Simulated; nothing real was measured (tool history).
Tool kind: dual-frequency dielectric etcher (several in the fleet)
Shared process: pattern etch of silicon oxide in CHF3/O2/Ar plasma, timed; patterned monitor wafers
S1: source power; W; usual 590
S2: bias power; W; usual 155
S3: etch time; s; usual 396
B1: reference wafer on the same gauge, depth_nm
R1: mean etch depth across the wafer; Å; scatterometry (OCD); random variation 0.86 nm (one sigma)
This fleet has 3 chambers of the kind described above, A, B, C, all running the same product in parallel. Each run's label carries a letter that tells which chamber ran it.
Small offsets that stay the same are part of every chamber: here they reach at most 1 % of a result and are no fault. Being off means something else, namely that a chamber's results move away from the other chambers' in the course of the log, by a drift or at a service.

run	hour	S1	S2	S3	B1	R1
1A	3.8	590	155	396	634.83	7411.2
2B	7.8	590	155	396	634.98	7361.1
3C	13.4	590	155	396	635.11	7414.4
4C	17.4	590	155	396	634.75	7415.5
5A	23.9	590	155	396	634.55	7416.7
6B	27.7	590	155	396	634.43	7367.2
7B	34.0	590	155	396	634.61	7353.2
8C	38.5	590	155	396	634.67	7407.6
9A	45.4	590	155	396	634.33	7427.7
10C	53.8	540	155	396	634.41	7157.0
11B	61.8	540	155	396	634.24	7095.9
12A	67.6	540	155	396	634.15	7152.9
# hour 73.0: chamber C: wet clean of the chamber
13A	73.7	590	155	396	634.00	7403.1
14B	81.5	590	155	396	633.95	7359.7
15C	86.3	590	155	396	633.73	7399.4
16B	91.5	500	155	445	633.98	7734.7
17C	97.0	500	155	445	633.90	7809.2
18A	105.3	500	155	445	633.84	7812.6
19C	111.3	590	155	396	633.69	7396.2
20B	118.3	590	155	396	633.93	7342.9
21A	122.8	590	155	396	633.49	7400.5
# hour 124.2: chamber A: bias power generator calibrated
22A	128.9	590	192	396	633.51	7949.9
23B	134.1	590	192	396	633.19	7888.8
24C	140.8	590	192	396	633.43	7954.8
25B	147.3	690	155	396	633.37	7809.1
26A	155.3	690	155	396	633.37	7847.7
27C	160.1	690	155	396	633.10	7851.6
28B	167.3	590	155	396	633.10	7335.8
29C	171.7	590	155	396	633.03	7388.3
30A	179.6	590	186	293	633.05	5800.7
31A	187.7	590	186	293	632.90	5813.8
32C	194.9	590	186	293	632.80	5799.1
33B	202.0	590	155	396	632.78	7329.6
34C	206.9	590	155	396	632.54	7384.5
35B	212.1	590	155	396	632.37	7325.4
36A	218.7	590	155	396	632.28	7403.8
37C	224.6	500	155	396	632.42	6932.1
38B	229.6	500	155	396	632.28	6865.3
39A	235.3	500	155	396	632.32	6935.7
40B	242.5	590	155	396	632.12	7332.2
41A	250.2	590	155	396	632.13	7382.3

Is one chamber off against the others, does the gauge drift, or is nothing wrong? If a chamber is off, say which, and what the likeliest cause is.

None of the chambers is off. What moves is the gauge, dragging all their readings along together.
Cause: gauge reads low (%) = 0.475.

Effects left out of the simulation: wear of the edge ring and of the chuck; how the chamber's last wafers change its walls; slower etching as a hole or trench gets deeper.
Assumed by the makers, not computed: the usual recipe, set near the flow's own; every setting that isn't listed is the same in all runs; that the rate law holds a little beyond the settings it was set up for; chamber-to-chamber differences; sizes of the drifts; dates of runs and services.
